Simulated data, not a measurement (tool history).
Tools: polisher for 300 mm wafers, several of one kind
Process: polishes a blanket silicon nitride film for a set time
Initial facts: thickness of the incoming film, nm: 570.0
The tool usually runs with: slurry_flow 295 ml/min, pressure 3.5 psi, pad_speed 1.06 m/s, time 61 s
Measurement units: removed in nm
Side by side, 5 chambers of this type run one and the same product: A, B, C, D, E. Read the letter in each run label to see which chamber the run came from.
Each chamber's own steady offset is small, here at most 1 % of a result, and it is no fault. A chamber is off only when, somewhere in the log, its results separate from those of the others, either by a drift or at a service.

run	day	slurry_flow	pressure	pad_speed	time	wafers polished on this pad	hours since the slurry nozzle was cleaned	hours since the head pressure was calibrated	removed
1A	0.462	295	3.5	1.06	61	263	415.9	478.5	129.27
# day 0.783: chamber C: worn pad replaced by a new one
2C	0.971	295	3.5	1.06	61	56	406.5	435.2	131.79
# day 0.988: chamber D: worn pad replaced by a new one
3B	1.342	295	3.5	1.06	61	1009	697.3	624.3	127.74
4D	1.671	295	3.5	1.06	61	208	522.5	108.1	129.23
5E	2.000	295	3.5	1.06	61	609	355.9	249.8	128.22
# day 2.238: chamber A: worn pad replaced by a new one
# day 2.321: chamber B: worn pad replaced by a new one
6C	2.496	365	3.5	1.06	61	518	443.1	471.8	133.45
# day 2.933: chamber E: worn pad replaced by a new one
7A	2.979	365	3.5	1.06	61	225	476.3	538.9	131.28
8D	3.454	365	3.5	1.06	61	747	565.3	150.9	136.13
9E	3.975	365	3.5	1.06	61	315	403.3	297.2	133.39
# day 4.162: chamber D: worn pad replaced by a new one
# day 4.200: chamber C: worn pad replaced by a new one
10B	4.533	365	3.5	1.06	61	670	773.9	700.9	130.34
# day 4.704: chamber A: worn pad replaced by a new one
11B	5.112	295	3.5	1.06	61	845	787.8	714.8	128.83
12E	5.525	295	3.5	1.06	61	784	440.5	334.4	128.45
# day 5.567: chamber E: worn pad replaced by a new one
# day 5.721: chamber C: slurry nozzle cleaned
13C	5.908	295	3.5	1.06	61	517	4.6	553.7	130.10
14A	6.504	295	3.5	1.06	61	545	560.9	623.5	129.54
# day 6.538: chamber A: head pressure recalibrated
15D	6.817	295	3.5	1.06	61	804	646.0	231.6	130.44
# day 6.871: chamber B: worn pad replaced by a new one
16E	7.350	295	3.5	1.06	61	540	484.3	378.2	130.41
# day 7.521: chamber A: worn pad replaced by a new one
# day 7.750: chamber C: worn pad replaced by a new one
# day 7.758: chamber D: worn pad replaced by a new one
17B	7.900	295	3.5	1.06	61	312	854.7	781.7	127.91
18A	8.246	295	3.5	1.06	61	220	602.7	41.1	114.44
# day 8.525: chamber E: worn pad replaced by a new one
# day 8.529: chamber B: slurry nozzle cleaned
19D	8.767	295	3.5	1.06	61	305	692.8	278.4	132.42
20C	9.138	295	3.5	1.06	61	420	82.1	631.2	130.58
21D	9.625	295	3.5	1.06	61	565	713.4	299.0	128.37
22E	9.962	295	3.5	1.06	61	435	547.0	440.9	129.17
23B	10.408	295	3.5	1.06	61	1071	45.1	841.9	128.44
# day 10.550: chamber A: worn pad replaced by a new one
# day 10.621: chamber C: worn pad replaced by a new one
# day 10.833: chamber D: worn pad replaced by a new one
24A	10.938	295	3.5	1.06	61	117	667.3	105.7	117.49
# day 11.000: chamber E: worn pad replaced by a new one
# day 11.204: chamber B: worn pad replaced by a new one
25C	11.254	295	3.5	1.06	61	191	132.9	682.0	129.90
26C	11.704	295	3.5	1.06	61	327	143.7	692.8	130.67
# day 11.908: chamber E: slurry nozzle cleaned
27A	12.300	295	3.5	1.06	61	529	700.0	138.4	115.54
28B	12.804	295	3.5	1.06	61	485	102.6	899.4	129.52
29E	13.392	295	3.5	1.06	61	724	35.7	523.2	129.23
30D	13.742	295	3.5	1.06	61	880	812.2	397.8	130.64
31B	14.062	295	3.5	1.06	61	865	132.8	929.6	128.33
# day 14.142: chamber E: worn pad replaced by a new one
32E	14.321	295	3.5	1.06	61	54	58.0	545.5	130.98

For the next run the whole fleet of 5 chambers uses the same settings. Give each chamber's results:
33A	14.754	295	3.5	1.06	61				?
33B	14.754	295	3.5	1.06	61				?
33C	14.754	295	3.5	1.06	61				?
33D	14.754	295	3.5	1.06	61				?
33E	14.754	295	3.5	1.06	61				?

run	removed
33A	114.44
33B	128.53
33C	128.43
33D	130.15
33E	130.88
